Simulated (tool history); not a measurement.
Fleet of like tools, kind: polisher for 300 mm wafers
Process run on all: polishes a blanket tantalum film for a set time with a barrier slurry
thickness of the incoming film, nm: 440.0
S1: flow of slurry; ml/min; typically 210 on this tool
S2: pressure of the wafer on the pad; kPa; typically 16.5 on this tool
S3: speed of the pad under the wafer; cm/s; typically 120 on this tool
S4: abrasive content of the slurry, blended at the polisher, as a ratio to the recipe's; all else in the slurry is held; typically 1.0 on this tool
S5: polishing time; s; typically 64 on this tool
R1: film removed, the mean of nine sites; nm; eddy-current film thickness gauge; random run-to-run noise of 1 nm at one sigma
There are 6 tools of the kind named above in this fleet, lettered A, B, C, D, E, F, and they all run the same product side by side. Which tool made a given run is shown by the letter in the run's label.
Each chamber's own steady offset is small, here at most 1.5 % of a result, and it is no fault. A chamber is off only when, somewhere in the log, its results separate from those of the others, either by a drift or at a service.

run	hour	S1	S2	S3	S4	S5	R1
1E	11.8	210	16.5	120	1.0	64	134.35
# hour 13.0: chamber F: worn pad replaced by a new one
2F	17.5	210	16.5	120	1.0	64	136.06
3A	30.4	210	16.5	120	1.0	64	135.02
# hour 32.7: chamber D: worn pad replaced by a new one
4B	41.3	210	16.5	120	1.0	64	134.85
5C	49.4	210	16.5	120	1.0	64	134.88
# hour 51.9: chamber C: worn pad replaced by a new one
6D	56.7	210	16.5	120	1.0	64	133.25
# hour 56.8: chamber B: worn pad replaced by a new one
# hour 59.8: chamber C: slurry blender recalibrated
# hour 63.0: chamber A: slurry blender recalibrated
7E	68.7	210	16.5	102	1.0	64	112.92
# hour 68.8: chamber E: slurry nozzle cleaned
8C	76.3	210	16.5	102	1.0	64	116.08
# hour 79.2: chamber A: worn pad replaced by a new one
9F	85.1	210	16.5	102	1.0	64	115.44
# hour 91.5: chamber B: slurry blender recalibrated
10D	91.7	210	16.5	102	1.0	64	115.51
# hour 93.2: chamber E: worn pad replaced by a new one
11A	100.0	210	16.5	102	1.0	64	114.25
12B	110.4	210	16.5	102	1.0	64	112.19
# hour 111.9: chamber F: slurry nozzle cleaned
13B	116.8	210	16.5	120	1.0	64	133.70
# hour 117.2: chamber F: worn pad replaced by a new one
# hour 118.2: chamber D: worn pad replaced by a new one
14C	126.1	255	16.5	120	1.0	64	135.76
# hour 128.2: chamber A: head pressure recalibrated
# hour 133.0: chamber C: worn pad replaced by a new one
15E	134.5	255	16.5	120	1.0	64	136.34
# hour 140.6: chamber B: worn pad replaced by a new one
16F	141.4	255	16.5	120	1.0	64	137.61
17D	148.2	255	16.5	120	1.0	64	136.30
18A	155.1	255	16.5	120	1.0	64	137.80
19C	166.9	255	16.5	120	1.0	64	137.03
# hour 173.1: chamber D: slurry blender recalibrated
# hour 174.4: chamber A: worn pad replaced by a new one
# hour 177.9: chamber A: slurry blender recalibrated
20A	178.0	210	16.5	120	1.0	64	133.18
# hour 186.5: chamber B: slurry blender recalibrated
21E	188.6	210	16.5	120	1.0	64	134.87
# hour 194.7: chamber D: worn pad replaced by a new one
# hour 198.2: chamber C: worn pad replaced by a new one
22F	200.1	210	16.5	120	1.0	64	130.55
# hour 211.0: chamber E: slurry blender recalibrated
23D	211.7	210	16.5	120	1.0	64	133.44
# hour 214.3: chamber E: worn pad replaced by a new one
# hour 217.7: chamber A: slurry nozzle cleaned
24B	223.6	210	16.5	120	1.0	64	133.19
25F	231.8	210	13.1	140	1.0	64	119.00
# hour 233.1: chamber F: worn pad replaced by a new one
26A	241.1	210	13.1	140	1.0	64	124.43
# hour 243.0: chamber D: head pressure recalibrated
# hour 243.7: chamber D: slurry nozzle cleaned
# hour 250.2: chamber B: worn pad replaced by a new one
27C	250.4	210	13.1	140	1.0	64	123.51
28D	257.5	210	13.1	140	1.0	64	124.73
29B	265.1	210	13.1	140	1.0	64	123.73
# hour 271.2: chamber A: worn pad replaced by a new one
30E	271.4	210	13.1	140	1.0	64	123.16
# hour 278.2: chamber C: worn pad replaced by a new one
# hour 279.8: chamber D: worn pad replaced by a new one
31C	283.5	210	16.5	120	1.0	64	135.05
32E	291.0	210	16.5	120	1.0	64	134.11
33B	302.4	210	16.5	120	1.0	64	132.72
34A	311.2	210	16.5	120	1.0	64	133.47
35F	318.7	210	16.5	120	1.2	55	115.52
# hour 321.0: chamber A: slurry blender recalibrated
36D	328.4	210	16.5	120	1.2	55	120.62
# hour 331.0: chamber E: worn pad replaced by a new one
37E	334.4	210	16.5	120	1.2	55	121.04
# hour 344.6: chamber F: worn pad replaced by a new one
38A	345.1	210	16.5	120	1.2	55	121.44
39F	356.3	210	16.5	120	1.2	55	113.49
# hour 358.0: chamber D: worn pad replaced by a new one
# hour 361.7: chamber C: worn pad replaced by a new one
# hour 365.8: chamber C: slurry blender recalibrated
40D	367.6	210	16.5	120	1.2	55	121.10
41C	380.0	210	16.5	120	1.0	64	136.67

Is one chamber off against the others, does the gauge drift, or is nothing wrong? If a chamber is off, say which, and what the likeliest cause is.

One chamber, F, drifts off from the rest bit by bit.
What lies behind it: head's pressure below its setpoint, % = 7.3.
From this log alone, it may not be told apart from: slurry flow missing at the pad, %; abrasive missing from the slurry, %.

Below are 4 candidate recipes for chamber F's next run, each the usual settings with a change, their results shown as question marks. Which of them brings F's results back in line with what the other chambers give on the usual settings?
Maximum distance from the other chambers' mean on the usual settings for a result to count as in line: R1 3.60 nm
42F-1	389.2	210	17.2	120	1.0	66	?
42F-2	389.2	210	16.5	120	0.8	64	?
42F-3	389.2	250	16.5	120	1.0	64	?
42F-4	389.2	210	16.5	120	1.0	62	?

The mean the other chambers reach with the usual settings: R1 133.94 nm
run	R1
42F-1	133.94
42F-2	116.40
42F-3	127.16
42F-4	120.72
42F-1 brings the chamber back in line.

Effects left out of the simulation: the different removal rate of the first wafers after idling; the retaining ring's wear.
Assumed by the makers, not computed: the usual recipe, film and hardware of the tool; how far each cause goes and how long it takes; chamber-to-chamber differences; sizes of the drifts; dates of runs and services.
